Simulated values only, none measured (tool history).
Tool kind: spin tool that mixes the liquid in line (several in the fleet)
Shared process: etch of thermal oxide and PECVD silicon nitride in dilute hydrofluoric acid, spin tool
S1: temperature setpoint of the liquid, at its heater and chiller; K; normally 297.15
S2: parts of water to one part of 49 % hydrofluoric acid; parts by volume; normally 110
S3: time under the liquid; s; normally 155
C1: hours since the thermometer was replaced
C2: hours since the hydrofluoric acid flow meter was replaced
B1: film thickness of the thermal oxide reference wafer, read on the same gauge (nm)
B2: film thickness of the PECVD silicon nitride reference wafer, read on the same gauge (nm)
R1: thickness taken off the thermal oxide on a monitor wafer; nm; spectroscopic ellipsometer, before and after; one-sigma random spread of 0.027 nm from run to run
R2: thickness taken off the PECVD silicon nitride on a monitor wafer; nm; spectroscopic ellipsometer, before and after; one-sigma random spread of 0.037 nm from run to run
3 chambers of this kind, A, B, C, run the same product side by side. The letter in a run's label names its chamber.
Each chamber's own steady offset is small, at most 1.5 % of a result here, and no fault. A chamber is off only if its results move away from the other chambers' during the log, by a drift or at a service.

run	hour	S1	S2	S3	C1	C2	B1	B2	R1	R2
1B	4.8	297.15	110	155	2147.1	753.2	39.983	120.02	6.6553	4.2084
2C	11.2	297.15	110	155	435.7	1385.6	39.996	119.98	6.6419	4.2064
3A	18.2	297.15	110	155	1424.3	604.3	40.007	120.02	6.6781	4.2453
4C	27.2	297.15	110	155	451.7	1401.6	39.984	120.05	6.655	4.1737
5A	35.4	297.15	110	155	1441.5	621.5	40.025	119.96	6.7104	4.2339
6B	42.7	297.15	110	155	2185	791.1	39.994	119.96	6.6664	4.2887
7C	50.2	297.15	110	155	474.7	1424.6	39.991	120.03	6.6199	4.1342
8B	55.4	297.15	110	155	2197.7	803.8	40.013	119.99	6.6497	4.2576
9A	64.2	297.15	110	155	1470.3	650.3	40.005	120	6.6513	4.163
10C	73	297.15	110	155	497.5	1447.4	40.005	120	6.6755	4.1932
# hour 79: chamber B: hydrofluoric acid flow meter replaced
11A	80.2	297.15	110	155	1486.3	666.3	40.055	119.96	6.727	4.2226
12B	87.5	297.15	110	155	2229.8	8.6	39.973	120.01	6.6383	4.2773
13B	96.9	297.15	110	155	2239.2	18	40.036	119.97	6.5998	4.2629
14A	102.8	297.15	110	155	1508.9	688.9	40.003	120.03	6.6857	4.1862
15C	108.4	297.15	110	155	532.9	1482.8	40.012	119.97	6.6661	4.2623
16C	116.1	297.15	110	155	540.6	1490.5	40.008	120.01	6.7022	4.2212
17A	122.7	297.15	110	195	1528.8	708.8	39.993	119.99	8.3802	5.3856
18B	132	297.15	110	195	2274.3	53.1	40.006	120.02	8.3207	5.4241
19B	139.7	297.15	110	195	2282	60.8	39.997	120.03	8.4037	5.3805
20C	146.1	297.15	110	155	570.6	1520.5	40.022	119.96	6.663	4.2357
21A	152.2	297.15	110	155	1558.3	738.3	39.981	119.97	6.6741	4.2516
22A	161.3	297.15	110	155	1567.4	747.4	40.013	120	6.7072	4.1935
23C	169.8	297.15	110	155	594.3	1544.2	40.031	119.99	6.6742	4.2647
24B	176.5	297.15	110	155	2318.8	97.6	39.992	120.04	6.6198	4.2737
25B	185.8	297.15	130	155	2328.1	106.9	39.981	119.98	5.4626	3.642
26C	191.3	297.15	130	155	615.8	1565.7	39.985	120.07	5.4856	3.6173

Next, all 3 chambers run the settings below, one line each with question marks for the results. What does each chamber give?
27A	198	297.15	110	155					?	?
27B	198	297.15	110	155					?	?
27C	198	297.15	110	155					?	?

run	R1	R2
27A	6.6829	4.2684
27B	6.6451	4.2739
27C	6.6809	4.2565

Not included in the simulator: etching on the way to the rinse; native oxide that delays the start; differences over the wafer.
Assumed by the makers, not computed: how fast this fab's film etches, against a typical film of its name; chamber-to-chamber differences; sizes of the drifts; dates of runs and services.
